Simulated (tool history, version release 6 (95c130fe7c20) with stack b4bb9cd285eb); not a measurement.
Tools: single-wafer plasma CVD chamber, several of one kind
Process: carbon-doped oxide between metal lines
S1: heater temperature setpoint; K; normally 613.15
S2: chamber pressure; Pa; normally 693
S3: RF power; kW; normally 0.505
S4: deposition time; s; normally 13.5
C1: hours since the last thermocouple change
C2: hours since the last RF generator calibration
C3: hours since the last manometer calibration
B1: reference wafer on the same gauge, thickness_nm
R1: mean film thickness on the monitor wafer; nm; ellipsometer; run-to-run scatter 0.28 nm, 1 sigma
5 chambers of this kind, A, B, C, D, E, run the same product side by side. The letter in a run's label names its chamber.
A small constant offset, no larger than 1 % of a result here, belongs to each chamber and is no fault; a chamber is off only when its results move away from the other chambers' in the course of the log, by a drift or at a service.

Run 1E, hour 5.2: usual settings; C1 2452.6; C2 1492.5; C3 2195.6; B1 87.139. Result: R1 71.624 nm.
Run 2B, hour 9.6: usual settings; C1 552.5; C2 284.0; C3 1649.9; B1 87.211. Result: R1 72.528 nm.
Run 3D, hour 12.1: usual settings; C1 2560.7; C2 437.0; C3 1971.7; B1 87.156. Result: R1 73.139 nm.
Run 4A, hour 16.7: usual settings; C1 1295.6; C2 966.9; C3 1007.2; B1 87.092. Result: R1 73.096 nm.
Run 5C, hour 19.8: usual settings; C1 100.2; C2 1009.7; C3 240.3; B1 87.046. Result: R1 73.045 nm.
Run 6B, hour 23.2: usual settings; C1 566.1; C2 297.6; C3 1663.5; B1 87.195. Result: R1 72.524 nm.
Run 7D, hour 28.3: usual settings; C1 2576.9; C2 453.2; C3 1987.9; B1 87.160. Result: R1 72.450 nm.
Run 8E, hour 31.5: usual settings but S1 618.15 K, S2 812 Pa; C1 2478.9; C2 1518.8; C3 2221.9; B1 87.110. Result: R1 72.738 nm.
Run 9C, hour 35.5: usual settings but S1 618.15 K, S2 812 Pa; C1 115.9; C2 1025.4; C3 256.0; B1 87.099. Result: R1 73.424 nm.
Run 10A, hour 38.5: usual settings but S1 618.15 K, S2 812 Pa; C1 1317.4; C2 988.7; C3 1029.0; B1 87.107. Result: R1 72.992 nm.
Run 11D, hour 43.0: usual settings but S1 618.15 K, S2 812 Pa; C1 2591.6; C2 467.9; C3 2002.6; B1 87.153. Result: R1 73.277 nm.
Run 12E, hour 46.5: usual settings but S1 618.15 K, S2 812 Pa; C1 2493.9; C2 1533.8; C3 2236.9; B1 87.036. Result: R1 72.565 nm.
Run 13C, hour 49.6: usual settings; C1 130.0; C2 1039.5; C3 270.1; B1 87.096. Result: R1 72.454 nm.
Run 14B, hour 53.5: usual settings; C1 596.4; C2 327.9; C3 1693.8; B1 86.968. Result: R1 72.746 nm.
Run 15A, hour 58.8: usual settings; C1 1337.7; C2 1009.0; C3 1049.3; B1 87.133. Result: R1 73.042 nm.
At hour 62.7: chamber D: thermocouple changed; heater temperature recalibrated.
Run 16A, hour 64.0: usual settings; C1 1342.9; C2 1014.2; C3 1054.5; B1 87.077. Result: R1 73.177 nm.
Run 17E, hour 68.9: usual settings; C1 2516.3; C2 1556.2; C3 2259.3; B1 87.134. Result: R1 72.476 nm.
Run 18B, hour 72.2: usual settings; C1 615.1; C2 346.6; C3 1712.5; B1 87.122. Result: R1 72.424 nm.
Run 19D, hour 76.1: usual settings; C1 13.5; C2 501.0; C3 2035.7; B1 87.043. Result: R1 73.200 nm.
Run 20C, hour 80.0: usual settings but S1 618.15 K, S2 593 Pa; C1 160.4; C2 1069.9; C3 300.5; B1 87.063. Result: R1 70.353 nm.
Run 21D, hour 84.6: usual settings but S1 618.15 K, S2 593 Pa; C1 22.0; C2 509.5; C3 2044.2; B1 87.107. Result: R1 70.451 nm.
Run 22A, hour 89.8: usual settings but S1 618.15 K, S2 593 Pa; C1 1368.7; C2 1040.0; C3 1080.3; B1 87.191. Result: R1 70.499 nm.
Run 23B, hour 93.8: usual settings but S1 618.15 K, S2 593 Pa; C1 636.7; C2 368.2; C3 1734.1; B1 87.113. Result: R1 70.104 nm.
Run 24C, hour 96.6: usual settings but S1 618.15 K, S2 593 Pa; C1 177.0; C2 1086.5; C3 317.1; B1 87.103. Result: R1 70.283 nm.
Run 25E, hour 100.8: usual settings; C1 2548.2; C2 1588.1; C3 2291.2; B1 87.096. Result: R1 72.610 nm.
Run 26C, hour 105.4: usual settings; C1 185.8; C2 1095.3; C3 325.9; B1 87.086. Result: R1 72.624 nm.
Run 27D, hour 110.6: usual settings; C1 48.0; C2 535.5; C3 2070.2; B1 87.106. Result: R1 73.540 nm.
At hour 115.8: chamber B: capacitance manometer re-zeroed and calibrated.
Run 28E, hour 115.8: usual settings; C1 2563.2; C2 1603.1; C3 2306.2; B1 87.071. Result: R1 72.802 nm.
Run 29B, hour 120.4: usual settings; C1 663.3; C2 394.8; C3 4.6; B1 87.010. Result: R1 72.632 nm.
Run 30A, hour 123.9: usual settings; C1 1402.8; C2 1074.1; C3 1114.4; B1 87.125. Result: R1 72.726 nm.
Run 31D, hour 128.9: usual settings; C1 66.3; C2 553.8; C3 2088.5; B1 87.122. Result: R1 73.204 nm.
Run 32B, hour 132.5: usual settings; C1 675.4; C2 406.9; C3 16.7; B1 87.005. Result: R1 72.451 nm.
Run 33A, hour 136.4: usual settings; C1 1415.3; C2 1086.6; C3 1126.9; B1 87.129. Result: R1 73.357 nm.
Run 34C, hour 140.8: usual settings; C1 221.2; C2 1130.7; C3 361.3; B1 87.159. Result: R1 72.469 nm.
Run 35E, hour 146.0: usual settings; C1 2593.4; C2 1633.3; C3 2336.4; B1 87.121. Result: R1 71.731 nm.
Run 36D, hour 150.6: usual settings; C1 88.0; C2 575.5; C3 2110.2; B1 87.079. Result: R1 72.629 nm.
Run 37A, hour 156.1: usual settings; C1 1435.0; C2 1106.3; C3 1146.6; B1 87.111. Result: R1 72.576 nm.
Run 38B, hour 160.0: usual settings; C1 702.9; C2 434.4; C3 44.2; B1 87.095. Result: R1 72.599 nm.
Run 39E, hour 164.2: usual settings; C1 2611.6; C2 1651.5; C3 2354.6; B1 87.087. Result: R1 72.289 nm.
Run 40C, hour 169.7: usual settings; C1 250.1; C2 1159.6; C3 390.2; B1 87.080. Result: R1 73.115 nm.
Run 41E, hour 173.3: usual settings but S2 605 Pa, S4 12.2 s; C1 2620.7; C2 1660.6; C3 2363.7; B1 87.114. Result: R1 63.891 nm.
Run 42A, hour 177.3: usual settings but S2 605 Pa, S4 12.2 s; C1 1456.2; C2 1127.5; C3 1167.8; B1 87.177. Result: R1 64.915 nm.
Run 43B, hour 182.4: usual settings but S2 605 Pa, S4 12.2 s; C1 725.3; C2 456.8; C3 66.6; B1 87.132. Result: R1 64.649 nm.
Run 44D, hour 187.0: usual settings but S2 605 Pa, S4 12.2 s; C1 124.4; C2 611.9; C3 2146.6; B1 87.084. Result: R1 64.685 nm.

Read the log: is a single chamber off, either drifting away or since a service, is the gauge that measures every chamber drifting, or is nothing wrong beyond small per-chamber offsets? Name any odd chamber and what most likely caused it.

Nothing is wrong: each chamber keeps only its own small, steady offset and the gauge holds still.
